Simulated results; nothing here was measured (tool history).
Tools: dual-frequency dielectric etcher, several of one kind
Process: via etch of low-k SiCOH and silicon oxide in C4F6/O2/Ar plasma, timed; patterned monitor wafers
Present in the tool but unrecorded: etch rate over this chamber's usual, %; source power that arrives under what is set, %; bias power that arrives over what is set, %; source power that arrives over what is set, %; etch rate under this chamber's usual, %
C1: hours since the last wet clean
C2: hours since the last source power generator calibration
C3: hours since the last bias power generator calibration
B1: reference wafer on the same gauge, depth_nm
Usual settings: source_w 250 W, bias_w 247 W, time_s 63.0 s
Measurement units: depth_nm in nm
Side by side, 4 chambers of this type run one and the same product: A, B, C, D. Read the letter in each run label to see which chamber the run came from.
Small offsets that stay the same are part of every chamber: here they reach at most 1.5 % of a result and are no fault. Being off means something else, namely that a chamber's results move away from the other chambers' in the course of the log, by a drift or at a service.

Run 1D, hour 10.0: usual settings; C1 352.8; C2 1890.9; C3 974.8; B1 158.10. Result: depth_nm 154.19 nm.
Run 2B, hour 19.3: usual settings; C1 312.2; C2 1717.6; C3 1593.0; B1 157.98. Result: depth_nm 151.27 nm.
Run 3A, hour 29.4: usual settings; C1 66.3; C2 638.3; C3 2157.4; B1 158.06. Result: depth_nm 153.22 nm.
Run 4C, hour 37.0: usual settings; C1 289.2; C2 989.7; C3 2111.6; B1 158.01. Result: depth_nm 149.98 nm.
Run 5A, hour 44.9: usual settings; C1 81.8; C2 653.8; C3 2172.9; B1 158.07. Result: depth_nm 152.67 nm.
Run 6D, hour 51.7: usual settings; C1 394.5; C2 1932.6; C3 1016.5; B1 158.02. Result: depth_nm 154.34 nm.
Run 7B, hour 60.5: usual settings; C1 353.4; C2 1758.8; C3 1634.2; B1 157.98. Result: depth_nm 152.86 nm.
Run 8C, hour 69.9: usual settings but bias_w 295 W, time_s 71.5 s; C1 322.1; C2 1022.6; C3 2144.5; B1 157.89. Result: depth_nm 181.13 nm.
Run 9D, hour 80.3: usual settings but bias_w 295 W, time_s 71.5 s; C1 423.1; C2 1961.2; C3 1045.1; B1 157.89. Result: depth_nm 186.09 nm.
Run 10C, hour 87.4: usual settings but bias_w 295 W, time_s 71.5 s; C1 339.6; C2 1040.1; C3 2162.0; B1 158.03. Result: depth_nm 181.76 nm.
Run 11B, hour 99.2: usual settings but bias_w 295 W, time_s 71.5 s; C1 392.1; C2 1797.5; C3 1672.9; B1 157.96. Result: depth_nm 183.56 nm.
Run 12A, hour 109.4: usual settings; C1 146.3; C2 718.3; C3 2237.4; B1 158.19. Result: depth_nm 153.10 nm.
Run 13D, hour 118.8: usual settings; C1 461.6; C2 1999.7; C3 1083.6; B1 158.08. Result: depth_nm 153.53 nm.
Run 14A, hour 126.7: usual settings; C1 163.6; C2 735.6; C3 2254.7; B1 157.92. Result: depth_nm 153.93 nm.
Run 15C, hour 136.3: usual settings; C1 388.5; C2 1089.0; C3 2210.9; B1 158.00. Result: depth_nm 149.37 nm.
Run 16B, hour 141.8: usual settings; C1 434.7; C2 1840.1; C3 1715.5; B1 158.18. Result: depth_nm 151.66 nm.
Run 17B, hour 150.9: usual settings but source_w 280 W, bias_w 297 W; C1 443.8; C2 1849.2; C3 1724.6; B1 157.91. Result: depth_nm 170.16 nm.
Run 18A, hour 156.1: usual settings but source_w 280 W, bias_w 297 W; C1 193.0; C2 765.0; C3 2284.1; B1 158.02. Result: depth_nm 170.39 nm.
Run 19C, hour 166.0: usual settings but source_w 280 W, bias_w 297 W; C1 418.2; C2 1118.7; C3 2240.6; B1 158.15. Result: depth_nm 165.76 nm.
Run 20D, hour 174.9: usual settings but source_w 280 W, bias_w 297 W; C1 517.7; C2 2055.8; C3 1139.7; B1 158.07. Result: depth_nm 172.32 nm.
Run 21A, hour 184.1: usual settings; C1 221.0; C2 793.0; C3 2312.1; B1 157.87. Result: depth_nm 153.18 nm.
Run 22C, hour 194.5: usual settings; C1 446.7; C2 1147.2; C3 2269.1; B1 157.91. Result: depth_nm 147.91 nm.
Run 23B, hour 202.3: usual settings; C1 495.2; C2 1900.6; C3 1776.0; B1 158.09. Result: depth_nm 152.00 nm.
Run 24D, hour 210.5: usual settings; C1 553.3; C2 2091.4; C3 1175.3; B1 157.89. Result: depth_nm 153.67 nm.
At hour 214.6: chamber D: wet clean of the chamber.
Run 25B, hour 222.3: usual settings; C1 515.2; C2 1920.6; C3 1796.0; B1 157.97. Result: depth_nm 151.75 nm.
Run 26D, hour 231.2: usual settings; C1 16.7; C2 2112.1; C3 1196.0; B1 158.00. Result: depth_nm 153.05 nm.
Run 27C, hour 242.9: usual settings; C1 495.1; C2 1195.6; C3 2317.5; B1 157.98. Result: depth_nm 146.98 nm.
Run 28A, hour 249.9: usual settings; C1 286.8; C2 858.8; C3 2377.9; B1 157.97. Result: depth_nm 152.73 nm.
Run 29B, hour 260.4: usual settings; C1 553.3; C2 1958.7; C3 1834.1; B1 158.00. Result: depth_nm 152.48 nm.
Run 30A, hour 269.1: usual settings; C1 306.0; C2 878.0; C3 2397.1; B1 158.03. Result: depth_nm 153.91 nm.
Run 31C, hour 276.8: usual settings; C1 529.0; C2 1229.5; C3 2351.4; B1 158.04. Result: depth_nm 147.04 nm.
Run 32D, hour 288.7: usual settings; C1 74.2; C2 2169.6; C3 1253.5; B1 157.94. Result: depth_nm 154.11 nm.

Next, every chamber runs the same settings. What will each give?
Run 33A, hour 297.2: usual settings. Result: depth_nm ?.
Run 33B, hour 297.2: usual settings. Result: depth_nm ?.
Run 33C, hour 297.2: usual settings. Result: depth_nm ?.
Run 33D, hour 297.2: usual settings. Result: depth_nm ?.

run  depth_nm
33A    153.10
33B    152.56
33C    145.65
33D    154.49

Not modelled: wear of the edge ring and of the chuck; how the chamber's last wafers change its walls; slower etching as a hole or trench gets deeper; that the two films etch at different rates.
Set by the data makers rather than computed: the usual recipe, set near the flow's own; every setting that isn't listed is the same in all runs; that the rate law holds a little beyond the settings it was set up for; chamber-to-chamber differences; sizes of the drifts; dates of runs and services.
